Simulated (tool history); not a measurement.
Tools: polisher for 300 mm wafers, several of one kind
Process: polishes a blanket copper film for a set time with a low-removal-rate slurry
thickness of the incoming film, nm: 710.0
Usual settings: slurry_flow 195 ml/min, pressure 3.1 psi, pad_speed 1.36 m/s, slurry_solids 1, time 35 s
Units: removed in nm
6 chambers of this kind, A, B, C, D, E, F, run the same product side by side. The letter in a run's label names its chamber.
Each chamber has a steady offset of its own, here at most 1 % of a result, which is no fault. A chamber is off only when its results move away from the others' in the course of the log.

-- hour=2.7 chamber D: slurry nozzle cleaned
run 1B hour=3 | slurry_flow=195 pressure=3.1 pad_speed=1.36 slurry_solids=1 time=35 | removed=164.8
-- hour=6.9 chamber E: worn pad replaced by a new one
run 2E hour=8.2 | slurry_flow=195 pressure=3.1 pad_speed=1.36 slurry_solids=1 time=35 | removed=162.28
-- hour=8.6 chamber B: worn pad replaced by a new one
run 3A hour=12.1 | slurry_flow=195 pressure=3.1 pad_speed=1.36 slurry_solids=1 time=35 | removed=166.03
-- hour=13 chamber E: slurry blender recalibrated
run 4D hour=14.8 | slurry_flow=195 pressure=3.1 pad_speed=1.36 slurry_solids=1 time=35 | removed=160.74
run 5C hour=19 | slurry_flow=195 pressure=3.1 pad_speed=1.36 slurry_solids=1 time=35 | removed=158.86
run 6F hour=24.9 | slurry_flow=195 pressure=3.1 pad_speed=1.36 slurry_solids=1 time=35 | removed=160.82
run 7E hour=30.4 | slurry_flow=195 pressure=3.1 pad_speed=1.36 slurry_solids=1 time=35 | removed=164.7
run 8A hour=35.8 | slurry_flow=195 pressure=3.1 pad_speed=1.36 slurry_solids=1 time=35 | removed=162.84
run 9B hour=41 | slurry_flow=195 pressure=3.1 pad_speed=1.36 slurry_solids=1.2 time=25 | removed=123.93
-- hour=43.6 chamber F: worn pad replaced by a new one
run 10C hour=45.1 | slurry_flow=195 pressure=3.1 pad_speed=1.36 slurry_solids=1.2 time=25 | removed=119.29
run 11F hour=48.9 | slurry_flow=195 pressure=3.1 pad_speed=1.36 slurry_solids=1.2 time=25 | removed=121.8
run 12D hour=51.7 | slurry_flow=195 pressure=3.1 pad_speed=1.36 slurry_solids=1.2 time=25 | removed=118.77
-- hour=51.9 chamber C: worn pad replaced by a new one
-- hour=52.7 chamber A: slurry blender recalibrated
run 13D hour=55.2 | slurry_flow=195 pressure=3.1 pad_speed=1.36 slurry_solids=1.2 time=25 | removed=121.78
run 14E hour=58.5 | slurry_flow=195 pressure=3.1 pad_speed=1.36 slurry_solids=1.2 time=25 | removed=120.39
-- hour=60.8 chamber A: worn pad replaced by a new one
run 15C hour=64.5 | slurry_flow=195 pressure=3.1 pad_speed=1.36 slurry_solids=1 time=35 | removed=160.82
run 16F hour=70.4 | slurry_flow=195 pressure=3.1 pad_speed=1.36 slurry_solids=1 time=35 | removed=161.26
-- hour=72.6 chamber F: slurry nozzle cleaned
run 17B hour=75 | slurry_flow=195 pressure=3.1 pad_speed=1.36 slurry_solids=1 time=35 | removed=162.86
-- hour=76.6 chamber D: worn pad replaced by a new one
run 18A hour=80.9 | slurry_flow=195 pressure=3.1 pad_speed=0.9 slurry_solids=0.7 time=35 | removed=99.098
run 19B hour=84.7 | slurry_flow=195 pressure=3.1 pad_speed=0.9 slurry_solids=0.7 time=35 | removed=99.906
run 20F hour=89.4 | slurry_flow=195 pressure=3.1 pad_speed=0.9 slurry_solids=0.7 time=35 | removed=99.385
run 21A hour=95.4 | slurry_flow=195 pressure=3.1 pad_speed=0.9 slurry_solids=0.7 time=35 | removed=100.17
-- hour=98.7 chamber C: slurry blender recalibrated
run 22D hour=99.9 | slurry_flow=195 pressure=3.1 pad_speed=0.9 slurry_solids=0.7 time=35 | removed=104.4
run 23C hour=103.9 | slurry_flow=195 pressure=3.1 pad_speed=0.9 slurry_solids=0.7 time=35 | removed=99.834
-- hour=105.2 chamber B: worn pad replaced by a new one
run 24E hour=109.5 | slurry_flow=195 pressure=3.1 pad_speed=1.36 slurry_solids=1 time=35 | removed=162
run 25D hour=114.8 | slurry_flow=195 pressure=3.6 pad_speed=1.36 slurry_solids=1 time=35 | removed=197.5
-- hour=116 chamber F: head pressure recalibrated
-- hour=116.8 chamber E: slurry nozzle cleaned
run 26A hour=119.6 | slurry_flow=195 pressure=3.6 pad_speed=1.36 slurry_solids=1 time=35 | removed=193.5
run 27B hour=123.5 | slurry_flow=195 pressure=3.6 pad_speed=1.36 slurry_solids=1 time=35 | removed=188.59
run 28F hour=128.7 | slurry_flow=195 pressure=3.6 pad_speed=1.36 slurry_solids=1 time=35 | removed=187.28
run 29C hour=134.8 | slurry_flow=195 pressure=3.6 pad_speed=1.36 slurry_solids=1 time=35 | removed=191.67
run 30E hour=139.4 | slurry_flow=195 pressure=3.6 pad_speed=1.36 slurry_solids=1 time=35 | removed=190.49
run 31B hour=145 | slurry_flow=195 pressure=3.1 pad_speed=1 slurry_solids=1.25 time=35 | removed=126.24
run 32F hour=147.7 | slurry_flow=195 pressure=3.1 pad_speed=1 slurry_solids=1.25 time=35 | removed=124.41
run 33E hour=151.2 | slurry_flow=195 pressure=3.1 pad_speed=1 slurry_solids=1.25 time=35 | removed=123.37
-- hour=151.8 chamber F: slurry blender recalibrated
run 34D hour=155.7 | slurry_flow=195 pressure=3.1 pad_speed=1 slurry_solids=1.25 time=35 | removed=136.44
-- hour=157.5 chamber F: worn pad replaced by a new one
-- hour=160.9 chamber A: worn pad replaced by a new one
run 35C hour=161.8 | slurry_flow=195 pressure=3.1 pad_speed=1 slurry_solids=1.25 time=35 | removed=126.09
run 36A hour=165.4 | slurry_flow=195 pressure=3.1 pad_speed=1 slurry_solids=1.25 time=35 | removed=124.69
run 37F hour=169.3 | slurry_flow=195 pressure=3.1 pad_speed=1.36 slurry_solids=1 time=35 | removed=161.81
-- hour=171.8 chamber E: worn pad replaced by a new one
run 38E hour=172.4 | slurry_flow=195 pressure=3.1 pad_speed=1.36 slurry_solids=1 time=35 | removed=161.24

What goes on in this fleet: one chamber off, a drifting gauge, or nothing beyond the chambers' own small offsets? Name the chamber and the cause, if any.

Chamber D drifts away from the others.
Cause: head's pressure above its setpoint, % = 10.6.

Here are 4 candidates for chamber D's next run, each the usual settings with a change, their results left as question marks. Which one brings its results back in line with what the others give on the usual settings?
In line means no further than this from the other chambers' mean on the usual settings: removed 6.3 nm
run 39D-1 hour=176.9 | slurry_flow=195 pressure=2.9 pad_speed=1.3 slurry_solids=1 time=33 | removed=?
run 39D-2 hour=176.9 | slurry_flow=195 pressure=3.3 pad_speed=1.44 slurry_solids=1 time=37 | removed=?
run 39D-3 hour=176.9 | slurry_flow=195 pressure=3.1 pad_speed=1.22 slurry_solids=1 time=35 | removed=?
run 39D-4 hour=176.9 | slurry_flow=250 pressure=3.1 pad_speed=1.36 slurry_solids=1.3 time=35 | removed=?

The other chambers' mean on the usual settings: removed 163.16 nm
run=39D-1 removed=150.61
run=39D-2 removed=213.05
run=39D-3 removed=160.51
run=39D-4 removed=194.68
39D-3 brings the chamber back in line.

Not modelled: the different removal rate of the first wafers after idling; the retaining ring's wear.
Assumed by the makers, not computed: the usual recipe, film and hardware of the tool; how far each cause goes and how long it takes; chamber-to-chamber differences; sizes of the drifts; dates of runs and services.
